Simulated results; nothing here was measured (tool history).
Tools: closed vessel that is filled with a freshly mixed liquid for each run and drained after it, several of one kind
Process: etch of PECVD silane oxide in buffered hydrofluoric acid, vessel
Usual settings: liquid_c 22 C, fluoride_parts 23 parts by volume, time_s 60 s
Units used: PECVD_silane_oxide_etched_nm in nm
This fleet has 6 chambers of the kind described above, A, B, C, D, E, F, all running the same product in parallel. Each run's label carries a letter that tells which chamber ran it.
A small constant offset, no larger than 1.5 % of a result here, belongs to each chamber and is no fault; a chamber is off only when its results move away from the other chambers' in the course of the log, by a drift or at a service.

run,hour,liquid_c,fluoride_parts,time_s,hours since the thermometer was replaced,hours since the hydrofluoric acid flow meter was replaced,"read-back film thickness of the PECVD silane oxide reference wafer, read on the same gauge (nm)",PECVD_silane_oxide_etched_nm
1D,2.5,22,23,60,904.7,34,110,125.45
2E,7.4,22,23,60,839.9,38.4,109.98,124.16
3F,10.7,22,23,60,412.3,1853.4,109.99,125.03
4B,13.9,22,23,60,230,1831.7,110.03,125.57
5C,16.5,22,23,60,269.4,1893.5,110.02,123.65
6A,20.3,22,23,60,326.7,1221.2,109.97,125.01
7A,23.7,22,23,60,330.1,1224.6,109.96,124.95
8F,29.4,22,15.5,30,431,1872.1,110.01,88.509
# hour 31.7: chamber C: hydrofluoric acid flow meter replaced
9E,34.7,22,15.5,30,867.2,65.7,109.98,87.88
10B,40.1,22,15.5,30,256.2,1857.9,110.02,89.07
11C,42.6,22,15.5,30,295.5,10.9,110,87.871
12D,47.4,22,15.5,30,949.6,78.9,110.04,88.827
13F,50.4,22,15.5,30,452,1893.1,109.98,88.279
# hour 50.9: chamber A: hydrofluoric acid flow meter replaced
14D,52.9,22,23,60,955.1,84.4,109.98,126.29
15E,55.8,22,23,60,888.3,86.8,109.99,123.8
16B,60.8,22,23,60,276.9,1878.6,110.01,125.42
17C,65.2,22,23,60,318.1,33.5,110.01,123.61
18A,68.1,22,23,60,374.5,17.2,109.99,125.89
19E,72.5,22,23,60,905,103.5,109.99,123.33
20C,76.1,22,23,60,329,44.4,109.98,124.06
21F,81.2,22,23,60,482.8,1923.9,109.95,124.98
22D,85,22,23,60,987.2,116.5,110.02,126.21
23B,88.2,22,23,60,304.3,1906,110.02,125.18
24A,90.9,22,23,60,397.3,40,110.02,125.09
25C,93.9,22,23,80,346.8,62.2,109.99,165.57
26A,98.6,22,23,80,405,47.7,110.02,165.73
27B,102.8,22,23,80,318.9,1920.6,109.99,167.11
28E,105.7,22,23,80,938.2,136.7,110,165.05
29D,109.1,22,23,80,1011.3,140.6,109.97,167.57
30F,113.8,22,23,80,515.4,1956.5,110,166.63
31F,116.6,22,23,60,518.2,1959.3,110,124.66
32C,121.6,22,23,60,374.5,89.9,110.03,124.27
33B,124.6,22,23,60,340.7,1942.4,109.99,124.9
34A,129.8,22,23,60,436.2,78.9,110.01,125.15
35E,133.1,22,23,60,965.6,164.1,109.99,122.79
36D,137.1,22,23,60,1039.3,168.6,110.02,125.82
37B,140.2,22,19.5,75,356.3,1958,109.97,177.74
38D,144,22,19.5,75,1046.2,175.5,109.99,177.83
39C,148.6,22,19.5,75,401.5,116.9,109.98,175
40A,153,22,19.5,75,459.4,102.1,110.01,176.37

Does one chamber stand apart from the rest, does the shared gauge drift, or is all well apart from small per-chamber offsets? Give the chamber and the most likely cause, where there is one.

The fleet is healthy, with each chamber sitting at its usual small offset and no drift in the gauge.
